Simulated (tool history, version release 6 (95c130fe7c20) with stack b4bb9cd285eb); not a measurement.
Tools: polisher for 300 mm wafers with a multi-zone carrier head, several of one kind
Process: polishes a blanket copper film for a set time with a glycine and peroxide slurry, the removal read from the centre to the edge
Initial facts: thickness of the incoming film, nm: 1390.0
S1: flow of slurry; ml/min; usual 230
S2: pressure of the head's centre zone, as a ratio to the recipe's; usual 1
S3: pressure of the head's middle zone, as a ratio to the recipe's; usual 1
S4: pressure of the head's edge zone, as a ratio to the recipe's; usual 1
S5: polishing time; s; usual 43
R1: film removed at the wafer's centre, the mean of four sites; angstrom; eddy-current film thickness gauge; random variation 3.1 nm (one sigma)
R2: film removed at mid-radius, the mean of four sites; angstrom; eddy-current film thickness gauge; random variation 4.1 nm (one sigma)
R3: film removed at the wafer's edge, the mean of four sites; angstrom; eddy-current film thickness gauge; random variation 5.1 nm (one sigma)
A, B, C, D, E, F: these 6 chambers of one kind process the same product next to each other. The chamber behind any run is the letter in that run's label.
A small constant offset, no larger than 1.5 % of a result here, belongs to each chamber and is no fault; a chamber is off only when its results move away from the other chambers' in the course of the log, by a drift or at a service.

run	hour	S1	S2	S3	S4	S5	R1	R2	R3
1A	5.3	230	1	1	1	43	3485.3	3494.8	3481.3
# hour 5.6: chamber A: worn pad replaced by a new one
2E	14.5	230	1	1	1	43	3525.9	3497	3415.9
3D	18.6	230	1	1	1	43	3544.1	3614.5	3462.4
4C	24.9	230	1	1	1	43	3531.3	3525.9	3579.3
5F	32.2	230	1	1	1	43	3635.9	3584.2	3612.2
# hour 34.9: chamber E: worn pad replaced by a new one
# hour 36.1: chamber C: worn pad replaced by a new one
6B	39	230	1	1	1	43	3564.6	3459.5	3546.2
7D	43.4	230	1	1	1	43	3562.7	3508.6	3590.3
8E	47.5	230	1	1	0.95	43	3521	3465.4	3289.8
# hour 47.7: chamber A: slurry nozzle cleaned
# hour 51.6: chamber F: worn pad replaced by a new one
9A	56	230	1	1	0.95	43	3523.9	3511.8	3517.3
10C	60.2	230	1	1	0.95	43	3453.1	3538.6	3367
11B	66.1	230	1	1	0.95	43	3656.9	3532.7	3394.5
# hour 66.7: chamber D: worn pad replaced by a new one
# hour 69.6: chamber B: edge zone pressure recalibrated
# hour 71.4: chamber A: worn pad replaced by a new one
12F	75.3	230	1	1	0.95	43	3624.4	3544.4	3411.2
# hour 78.7: chamber B: worn pad replaced by a new one
13F	82.3	230	1	1	0.95	43	3578.9	3546.9	3534
14B	88.7	230	1.11	1	1	47	4311	3905.5	3729.9
# hour 97.7: chamber E: worn pad replaced by a new one
15A	97.7	230	1.11	1	1	47	4310	3837.6	3884.2
16D	104.7	230	1.11	1	1	47	4346.7	3872.4	3858.1
17E	111.3	230	1.11	1	1	47	4265.8	3705.2	3766.4
# hour 113.9: chamber F: worn pad replaced by a new one
18C	119.8	230	1.11	1	1	47	4371.2	3839.9	3830.6
# hour 120.4: chamber D: worn pad replaced by a new one
19E	125.3	230	1.11	1	1	47	4280.3	3776.7	3778.8
20B	132.6	230	1	0.95	1	50	4169.7	3932.5	3999.9
21A	138.6	230	1	0.95	1	50	4107.5	3881.5	4165.4
# hour 142.5: chamber A: worn pad replaced by a new one
22C	147.8	230	1	0.95	1	50	4125.6	3897.3	4114.6
# hour 151.3: chamber C: worn pad replaced by a new one
# hour 152.1: chamber D: centre zone pressure recalibrated
23F	154.9	230	1	0.95	1	50	4119.4	3987.5	4126.5
24D	163.1	230	1	0.95	1	50	4096.9	3843.2	4212.3
# hour 163.3: chamber E: worn pad replaced by a new one
# hour 168.8: chamber F: worn pad replaced by a new one
25D	169.9	230	1	0.95	1	50	4119.4	3985.8	4032.4
26C	174.6	230	1	1	1	43	3562.8	3499.3	3587.6
27F	183.4	230	1	1	1	43	3566.2	3536.1	3540
# hour 186.8: chamber B: worn pad replaced by a new one
# hour 189.1: chamber D: worn pad replaced by a new one
28B	191.9	230	1	1	1	43	3531.8	3477.8	3477.8
29E	199.9	230	1	1	1	43	3455.6	3422.9	3458.3
# hour 201.9: chamber A: edge zone pressure recalibrated
# hour 206.4: chamber A: worn pad replaced by a new one
30A	209.2	230	1	1	1	43	3515.1	3482.6	3558.5
31A	214.8	230	1	1	1	43	3537.7	3582.7	3507
32F	219.5	230	1	1	1	43	3626.7	3540.1	3610.1
33C	227.4	230	1	1	1	43	3557.6	3560.1	3507.5
34D	234.9	230	1	1	1	38	3187.7	3147.5	3095.3
# hour 236.4: chamber E: worn pad replaced by a new one
35B	241.5	230	1	1	1	38	3143	3139.4	3150.4
# hour 246.2: chamber D: worn pad replaced by a new one
36E	247.5	230	1	1	1	38	2978.9	2956.2	3056
37A	254.7	230	1	1	1	38	3109.9	3150.9	3145.1
38E	262.3	230	1	1	1	38	2922.8	3037.8	2970.7
39D	266.7	230	1	1	1	38	3175.9	3163.1	3157.6

Which is it: a chamber that has drifted or been left off by a service, a gauge drift common to all chambers, or only each chamber's usual small offset? If a chamber is off, name it and its likeliest cause.

Chamber E drifts away from the others.
Likeliest cause: slurry flow missing at the pad, % = 26.3.

Chamber E could run next with any of the 4 candidate recipes listed below; each alters the usual settings, and their results appear as question marks. Which one brings its results back in line with what the other chambers deliver on the usual settings?
A result is in line if it is within this distance of the other chambers' mean on the usual settings: R1 110 angstrom; R2 140 angstrom; R3 180 angstrom
40E-1	273.3	235	1.01	1	1	45	?	?	?
40E-2	273.3	225	0.99	1	1	41	?	?	?
40E-3	273.3	235	1.02	1	0.99	47	?	?	?
40E-4	273.3	225	0.98	1	1.01	39	?	?	?

The other chambers' mean on the usual settings: R1 3554 angstrom; R2 3529 angstrom; R3 3538.9 angstrom
run	R1	R2	R3
40E-1	3577.1	3549.7	3569.2
40E-2	3163.6	3211.4	3234.9
40E-3	3776.2	3707.3	3707.9
40E-4	2976.3	3054.8	3093.5
40E-1 brings the chamber back in line.
